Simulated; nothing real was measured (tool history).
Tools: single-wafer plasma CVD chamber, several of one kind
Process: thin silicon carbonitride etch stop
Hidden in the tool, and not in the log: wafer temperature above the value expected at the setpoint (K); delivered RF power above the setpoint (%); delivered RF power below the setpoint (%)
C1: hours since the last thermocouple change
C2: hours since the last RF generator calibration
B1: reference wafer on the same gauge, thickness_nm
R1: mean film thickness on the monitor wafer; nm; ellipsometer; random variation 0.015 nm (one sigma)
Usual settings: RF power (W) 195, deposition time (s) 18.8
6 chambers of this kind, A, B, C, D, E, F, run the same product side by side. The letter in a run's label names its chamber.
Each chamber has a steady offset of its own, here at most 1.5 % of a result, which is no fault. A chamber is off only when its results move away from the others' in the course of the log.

{"hour": 9.2, "done": "chamber F: thermocouple changed; heater temperature recalibrated"}
{"run": "1E", "hour": 9.8, "RF power (W)": 195, "deposition time (s)": 18.8, "C1": 1982.0, "C2": 1462.3, "B1": 11.597, "R1": 10.609}
{"run": "2F", "hour": 21.3, "RF power (W)": 195, "deposition time (s)": 18.8, "C1": 12.2, "C2": 741.2, "B1": 11.597, "R1": 10.606}
{"run": "3C", "hour": 32.3, "RF power (W)": 195, "deposition time (s)": 18.8, "C1": 296.0, "C2": 340.8, "B1": 11.593, "R1": 10.572}
{"run": "4B", "hour": 39.0, "RF power (W)": 195, "deposition time (s)": 18.8, "C1": 436.5, "C2": 1388.5, "B1": 11.592, "R1": 10.575}
{"hour": 49.4, "done": "chamber F: RF generator calibrated"}
{"run": "5A", "hour": 49.5, "RF power (W)": 195, "deposition time (s)": 17.6, "C1": 863.6, "C2": 2083.6, "B1": 11.59, "R1": 9.9201}
{"run": "6D", "hour": 58.3, "RF power (W)": 195, "deposition time (s)": 17.6, "C1": 882.9, "C2": 1485.2, "B1": 11.593, "R1": 10.025}
{"run": "7C", "hour": 66.7, "RF power (W)": 195, "deposition time (s)": 17.6, "C1": 330.4, "C2": 375.2, "B1": 11.586, "R1": 9.876}
{"hour": 75.0, "done": "chamber B: RF generator calibrated"}
{"run": "8D", "hour": 78.0, "RF power (W)": 195, "deposition time (s)": 17.6, "C1": 902.6, "C2": 1504.9, "B1": 11.583, "R1": 10.042}
{"run": "9F", "hour": 88.3, "RF power (W)": 195, "deposition time (s)": 17.6, "C1": 79.2, "C2": 38.9, "B1": 11.585, "R1": 9.8921}
{"run": "10E", "hour": 98.4, "RF power (W)": 195, "deposition time (s)": 17.6, "C1": 2070.6, "C2": 1550.9, "B1": 11.579, "R1": 9.914}
{"run": "11B", "hour": 107.8, "RF power (W)": 195, "deposition time (s)": 18.8, "C1": 505.3, "C2": 32.9, "B1": 11.582, "R1": 10.559}
{"run": "12A", "hour": 114.4, "RF power (W)": 195, "deposition time (s)": 18.8, "C1": 928.5, "C2": 2148.5, "B1": 11.578, "R1": 10.609}
{"run": "13E", "hour": 123.9, "RF power (W)": 195, "deposition time (s)": 18.8, "C1": 2096.1, "C2": 1576.4, "B1": 11.579, "R1": 10.594}
{"run": "14D", "hour": 135.0, "RF power (W)": 195, "deposition time (s)": 18.8, "C1": 959.6, "C2": 1561.9, "B1": 11.573, "R1": 10.713}
{"run": "15A", "hour": 145.7, "RF power (W)": 195, "deposition time (s)": 18.8, "C1": 959.8, "C2": 2179.8, "B1": 11.577, "R1": 10.595}
{"run": "16C", "hour": 156.6, "RF power (W)": 195, "deposition time (s)": 18.8, "C1": 420.3, "C2": 465.1, "B1": 11.57, "R1": 10.526}
{"run": "17B", "hour": 164.2, "RF power (W)": 195, "deposition time (s)": 18.8, "C1": 561.7, "C2": 89.3, "B1": 11.567, "R1": 10.566}
{"run": "18F", "hour": 171.6, "RF power (W)": 195, "deposition time (s)": 18.8, "C1": 162.5, "C2": 122.2, "B1": 11.569, "R1": 10.557}
{"run": "19A", "hour": 184.2, "RF power (W)": 195, "deposition time (s)": 18.8, "C1": 998.3, "C2": 2218.3, "B1": 11.565, "R1": 10.594}
{"run": "20F", "hour": 191.3, "RF power (W)": 195, "deposition time (s)": 18.8, "C1": 182.2, "C2": 141.9, "B1": 11.563, "R1": 10.556}
{"run": "21C", "hour": 203.1, "RF power (W)": 195, "deposition time (s)": 18.8, "C1": 466.8, "C2": 511.6, "B1": 11.563, "R1": 10.514}
{"run": "22B", "hour": 212.3, "RF power (W)": 195, "deposition time (s)": 18.8, "C1": 609.8, "C2": 137.4, "B1": 11.561, "R1": 10.548}
{"run": "23E", "hour": 218.9, "RF power (W)": 195, "deposition time (s)": 22.5, "C1": 2191.1, "C2": 1671.4, "B1": 11.557, "R1": 12.652}
{"run": "24D", "hour": 228.8, "RF power (W)": 195, "deposition time (s)": 22.5, "C1": 1053.4, "C2": 1655.7, "B1": 11.559, "R1": 12.828}
{"run": "25E", "hour": 236.1, "RF power (W)": 195, "deposition time (s)": 22.5, "C1": 2208.3, "C2": 1688.6, "B1": 11.556, "R1": 12.664}
{"run": "26F", "hour": 246.0, "RF power (W)": 195, "deposition time (s)": 22.5, "C1": 236.9, "C2": 196.6, "B1": 11.559, "R1": 12.609}
{"run": "27B", "hour": 256.1, "RF power (W)": 195, "deposition time (s)": 22.5, "C1": 653.6, "C2": 181.2, "B1": 11.554, "R1": 12.605}
{"run": "28A", "hour": 262.4, "RF power (W)": 195, "deposition time (s)": 22.5, "C1": 1076.5, "C2": 2296.5, "B1": 11.548, "R1": 12.628}
{"run": "29C", "hour": 268.5, "RF power (W)": 195, "deposition time (s)": 18.8, "C1": 532.2, "C2": 577.0, "B1": 11.55, "R1": 10.54}
{"run": "30D", "hour": 278.9, "RF power (W)": 195, "deposition time (s)": 18.8, "C1": 1103.5, "C2": 1705.8, "B1": 11.551, "R1": 10.688}
{"run": "31E", "hour": 290.7, "RF power (W)": 195, "deposition time (s)": 18.8, "C1": 2262.9, "C2": 1743.2, "B1": 11.542, "R1": 10.556}
{"run": "32A", "hour": 297.0, "RF power (W)": 160, "deposition time (s)": 21.4, "C1": 1111.1, "C2": 2331.1, "B1": 11.546, "R1": 11.359}
{"run": "33B", "hour": 307.6, "RF power (W)": 160, "deposition time (s)": 21.4, "C1": 705.1, "C2": 232.7, "B1": 11.542, "R1": 11.309}
{"run": "34D", "hour": 318.5, "RF power (W)": 160, "deposition time (s)": 21.4, "C1": 1143.1, "C2": 1745.4, "B1": 11.542, "R1": 11.446}
{"run": "35F", "hour": 328.5, "RF power (W)": 160, "deposition time (s)": 21.4, "C1": 319.4, "C2": 279.1, "B1": 11.538, "R1": 11.287}
{"run": "36C", "hour": 337.3, "RF power (W)": 160, "deposition time (s)": 21.4, "C1": 601.0, "C2": 645.8, "B1": 11.536, "R1": 11.265}
{"run": "37C", "hour": 344.2, "RF power (W)": 160, "deposition time (s)": 21.4, "C1": 607.9, "C2": 652.7, "B1": 11.536, "R1": 11.268}
{"run": "38B", "hour": 350.3, "RF power (W)": 195, "deposition time (s)": 18.8, "C1": 747.8, "C2": 275.4, "B1": 11.536, "R1": 10.524}

What goes on in this fleet: one chamber off, a drifting gauge, or nothing beyond the chambers' own small offsets? Name the chamber and the cause, if any.

The gauge drifts, so all chambers seem to drift together. No chamber is off.
Cause: gauge reads low (%) = 0.58.

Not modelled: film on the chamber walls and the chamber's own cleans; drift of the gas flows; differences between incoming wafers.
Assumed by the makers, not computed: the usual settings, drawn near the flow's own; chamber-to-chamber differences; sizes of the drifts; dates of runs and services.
